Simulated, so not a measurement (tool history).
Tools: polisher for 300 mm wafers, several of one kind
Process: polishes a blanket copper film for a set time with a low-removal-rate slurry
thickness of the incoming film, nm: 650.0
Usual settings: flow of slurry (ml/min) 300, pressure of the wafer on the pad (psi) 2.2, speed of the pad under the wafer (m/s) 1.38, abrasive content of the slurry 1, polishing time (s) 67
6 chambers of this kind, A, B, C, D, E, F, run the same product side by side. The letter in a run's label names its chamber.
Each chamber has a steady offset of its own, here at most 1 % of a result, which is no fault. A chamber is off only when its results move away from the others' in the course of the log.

run   hour  flow of slurry (ml/min)  pressure of the wafer on the pad (psi)  speed of the pad under the wafer (m/s)  abrasive content of the slurry  polishing time (s)  film removed (Å)
 1C   14.4                      300                                     2.2                                    1.38                               1                  67            2129.9
      17.6  -- chamber A: worn pad replaced by a new one
 2E   21.6                      300                                     2.2                                    1.38                               1                  67            2111.5
      27.9  -- chamber B: worn pad replaced by a new one
 3B   30.6                      300                                     2.2                                    1.38                               1                  67            2147.6
      37.4  -- chamber C: worn pad replaced by a new one
 4D     38                      300                                     2.2                                    1.38                               1                  67            2141.5
      41.3  -- chamber E: worn pad replaced by a new one
      47.7  -- chamber D: worn pad replaced by a new one
 5F   53.2                      300                                     2.2                                    1.38                               1                  67            2122.2
      59.1  -- chamber F: slurry blender recalibrated
 6A   61.9                      300                                     2.2                                    1.38                               1                  67            2118.2
      66.8  -- chamber F: worn pad replaced by a new one
 7D   70.5                      300                                     2.2                                    1.38                               1                  67            2131.9
 8F   82.2                      300                                     2.2                                    1.38                               1                  67            2140.2
 9A   93.9                      300                                     2.2                                    1.38                               1                  67            2111.2
      95.8  -- chamber C: slurry nozzle cleaned
10E  101.7                      300                                     2.2                                    1.38                               1                  67            2113.5
11C  111.7                      300                                     2.2                                    1.38                               1                  67            2117.5
     115.2  -- chamber B: worn pad replaced by a new one
     118.5  -- chamber C: slurry blender recalibrated
12B  121.9                      300                                     2.2                                    1.38                               1                  67            2202.4
13B  134.9                      300                                     2.2                                    1.38                               1                  67            2114.4
       138  -- chamber F: slurry nozzle cleaned
     138.2  -- chamber A: slurry nozzle cleaned
     138.5  -- chamber E: worn pad replaced by a new one
     140.9  -- chamber B: head pressure recalibrated
14C  141.8                      300                                     2.2                                    1.38                               1                  67            2152.2
     142.5  -- chamber C: worn pad replaced by a new one
     144.1  -- chamber A: worn pad replaced by a new one
     149.8  -- chamber E: slurry blender recalibrated
15F  152.2                      260                                     1.8                                    1.38                               1                  67            1663.7
     160.8  -- chamber F: worn pad replaced by a new one
     167.1  -- chamber D: worn pad replaced by a new one
16A  167.3                      260                                     1.8                                    1.38                               1                  67            1732.8
     169.5  -- chamber E: head pressure recalibrated
     170.2  -- chamber E: slurry nozzle cleaned
17D    175                      260                                     1.8                                    1.38                               1                  67            1724.1
     179.6  -- chamber F: slurry blender recalibrated
18E  186.8                      260                                     1.8                                    1.38                               1                  67            1708.2
19E  199.6                      260                                     1.8                                    1.38                               1                  67            1711.2
       208  -- chamber F: head pressure recalibrated
20B  208.3                      260                                     1.8                                    1.38                               1                  67            1713.8
     213.7  -- chamber C: head pressure recalibrated
21D  217.6                      400                                     1.5                                    1.38                               1                  67            1448.7
     217.7  -- chamber B: worn pad replaced by a new one
     221.6  -- chamber D: slurry blender recalibrated
22F  224.7                      400                                     1.5                                    1.38                               1                  67            1457.4
     230.3  -- chamber E: worn pad replaced by a new one
23C  233.5                      400                                     1.5                                    1.38                               1                  67              1484
       238  -- chamber C: worn pad replaced by a new one
     245.5  -- chamber D: slurry nozzle cleaned
       246  -- chamber A: worn pad replaced by a new one
24A  248.8                      400                                     1.5                                    1.38                               1                  67            1474.6
     256.6  -- chamber F: worn pad replaced by a new one
     257.6  -- chamber B: slurry blender recalibrated
25A  260.1                      400                                     1.5                                    1.38                               1                  67              1478
     261.6  -- chamber B: slurry nozzle cleaned
26F  274.8                      400                                     1.5                                    1.38                               1                  67            1485.5
27C  285.3                      300                                     2.2                                    1.38                               1                  67            2155.6
     289.5  -- chamber D: worn pad replaced by a new one
     293.1  -- chamber F: slurry blender recalibrated
28D  296.9                      300                                     2.2                                    1.38                               1                  67            2089.1
29E    307                      300                                     2.2                                    1.38                               1                  67            2100.2
       317  -- chamber B: worn pad replaced by a new one
30B  318.8                      300                                     2.2                                    1.38                               1                  67            2161.8
     321.1  -- chamber C: slurry blender recalibrated
     323.2  -- chamber E: worn pad replaced by a new one
31F  327.9                      300                                     2.2                                    1.38                               1                  67            2110.4
     328.7  -- chamber C: worn pad replaced by a new one
     332.5  -- chamber D: head pressure recalibrated
     341.5  -- chamber F: worn pad replaced by a new one
32D    342                      300                                     2.2                                    1.38                               1                  67            2162.6
       347  -- chamber A: slurry blender recalibrated
     347.2  -- chamber A: worn pad replaced by a new one
33C    351                      300                                     2.2                                    1.38                               1                  67            2106.2
34B  360.2                      300                                     2.2                                    1.38                               1                  67            2131.6
35E  373.7                      300                                     2.2                                    1.38                               1                  67            2089.4
       385  -- chamber D: worn pad replaced by a new one
36A  386.5                      300                                     2.2                                    1.38                               1                  67            2135.5
37B    399                      300                                     2.2                                    1.38                               1                  67            2160.4
38E  413.5                      300                                     2.2                                    1.38                               1                  67            2125.3
     415.6  -- chamber C: worn pad replaced by a new one
39F  428.4                      300                                     2.2                                    1.38                               1                  67            2147.9
     434.2  -- chamber A: slurry nozzle cleaned
40C  439.6                      300                                     2.2                                    1.38                               1                  67            2112.9
41D  448.2                      300                                     2.2                                    0.98                               1                  67            1511.4
42A  463.2                      300                                     2.2                                    0.98                               1                  67              1512

All 6 chambers run these settings next. Forecast each chamber's results:
43A  474.3                      300                                     2.2                                    1.38                             1.2                  67                 ?
43B  474.3                      300                                     2.2                                    1.38                             1.2                  67                 ?
43C  474.3                      300                                     2.2                                    1.38                             1.2                  67                 ?
43D  474.3                      300                                     2.2                                    1.38                             1.2                  67                 ?
43E  474.3                      300                                     2.2                                    1.38                             1.2                  67                 ?
43F  474.3                      300                                     2.2                                    1.38                             1.2                  67                 ?

run  film removed (Å)
43A            2230.8
43B            2190.1
43C            2166.2
43D            2186.1
43E            2221.9
43F              2164

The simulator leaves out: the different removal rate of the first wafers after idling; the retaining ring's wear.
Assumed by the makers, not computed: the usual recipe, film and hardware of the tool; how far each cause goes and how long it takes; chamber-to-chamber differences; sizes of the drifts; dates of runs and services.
